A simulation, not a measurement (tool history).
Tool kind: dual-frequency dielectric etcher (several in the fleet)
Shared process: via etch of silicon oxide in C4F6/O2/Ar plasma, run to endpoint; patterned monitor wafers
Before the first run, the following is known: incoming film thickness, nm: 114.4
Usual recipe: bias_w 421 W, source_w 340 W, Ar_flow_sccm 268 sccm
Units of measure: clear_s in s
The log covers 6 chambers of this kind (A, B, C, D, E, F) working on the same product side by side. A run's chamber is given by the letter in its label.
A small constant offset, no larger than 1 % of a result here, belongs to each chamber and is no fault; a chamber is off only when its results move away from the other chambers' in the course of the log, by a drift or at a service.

Run 1C, day 0.446: usual settings. Result: clear_s 28.087 s.
Run 2B, day 0.808: usual settings. Result: clear_s 28.259 s.
Run 3E, day 1.35: usual settings. Result: clear_s 28.007 s.
At day 1.704: chamber E: bias power generator calibrated.
Run 4A, day 1.875: usual settings. Result: clear_s 28.011 s.
At day 1.904: chamber F: wet clean of the chamber.
Run 5D, day 2.246: usual settings. Result: clear_s 28.179 s.
Run 6F, day 2.538: usual settings. Result: clear_s 28.196 s.
At day 2.554: chamber E: wet clean of the chamber.
Run 7A, day 3.171: usual settings. Result: clear_s 28.127 s.
Run 8B, day 3.758: usual settings. Result: clear_s 28.227 s.
Run 9F, day 4.171: usual settings. Result: clear_s 28.18 s.
Run 10D, day 4.471: usual settings. Result: clear_s 28.288 s.
Run 11E, day 4.767: usual settings. Result: clear_s 28.001 s.
Run 12C, day 5.358: usual settings. Result: clear_s 28.195 s.
Run 13E, day 5.733: usual settings. Result: clear_s 28.16 s.
Run 14D, day 6.404: usual settings but bias_w 477 W, source_w 300 W. Result: clear_s 27.984 s.
Run 15F, day 6.875: usual settings but bias_w 477 W, source_w 300 W. Result: clear_s 28.087 s.
Run 16C, day 7.283: usual settings but bias_w 477 W, source_w 300 W. Result: clear_s 28.236 s.
At day 7.633: chamber B: wet clean of the chamber.
Run 17B, day 7.85: usual settings but bias_w 477 W, source_w 300 W. Result: clear_s 28.194 s.
Run 18A, day 8.367: usual settings but bias_w 477 W, source_w 300 W. Result: clear_s 28.097 s.
Run 19C, day 8.717: usual settings but bias_w 477 W, source_w 300 W. Result: clear_s 28.12 s.
At day 9.171: chamber F: Ar flow controller replaced.
At day 9.283: chamber C: wet clean of the chamber.
Run 20B, day 9.292: usual settings. Result: clear_s 28.158 s.
Run 21E, day 9.912: usual settings but bias_w 486 W, Ar_flow_sccm 219 sccm. Result: clear_s 26.065 s.
Run 22D, day 10.279: usual settings but bias_w 486 W, Ar_flow_sccm 219 sccm. Result: clear_s 26.039 s.
Run 23F, day 10.679: usual settings but bias_w 486 W, Ar_flow_sccm 219 sccm. Result: clear_s 25.916 s.
Run 24A, day 11.2: usual settings but bias_w 486 W, Ar_flow_sccm 219 sccm. Result: clear_s 26.194 s.
Run 25D, day 11.633: usual settings but bias_w 486 W, Ar_flow_sccm 219 sccm. Result: clear_s 26.002 s.
Run 26E, day 12.296: usual settings but bias_w 486 W, Ar_flow_sccm 219 sccm. Result: clear_s 26.088 s.
At day 12.467: chamber D: wet clean of the chamber.
Run 27B, day 12.796: usual settings. Result: clear_s 28.157 s.
Run 28C, day 13.104: usual settings but source_w 390 W, Ar_flow_sccm 323 sccm. Result: clear_s 27.288 s.
Run 29F, day 13.525: usual settings but source_w 390 W, Ar_flow_sccm 323 sccm. Result: clear_s 27.18 s.
Run 30A, day 14.075: usual settings but source_w 390 W, Ar_flow_sccm 323 sccm. Result: clear_s 27.243 s.
Run 31E, day 14.538: usual settings but source_w 390 W, Ar_flow_sccm 323 sccm. Result: clear_s 27.253 s.
Run 32C, day 15.017: usual settings but source_w 390 W, Ar_flow_sccm 323 sccm. Result: clear_s 27.109 s.
Run 33F, day 15.625: usual settings but source_w 390 W, Ar_flow_sccm 323 sccm. Result: clear_s 27.281 s.
Run 34D, day 16.129: usual settings. Result: clear_s 28.193 s.
Run 35B, day 16.433: usual settings. Result: clear_s 28.2 s.
Run 36A, day 17.012: usual settings. Result: clear_s 28.124 s.
Run 37F, day 17.679: usual settings. Result: clear_s 27.989 s.

The same settings go to every chamber for the next run, one line per chamber below. Forecast the results for each:
Run 38A, day 18.158: usual settings. Result: clear_s ?.
Run 38B, day 18.158: usual settings. Result: clear_s ?.
Run 38C, day 18.158: usual settings. Result: clear_s ?.
Run 38D, day 18.158: usual settings. Result: clear_s ?.
Run 38E, day 18.158: usual settings. Result: clear_s ?.
Run 38F, day 18.158: usual settings. Result: clear_s ?.

run  clear_s
38A   27.995
38B   28.276
38C   28.076
38D   28.185
38E   28.055
38F   27.939
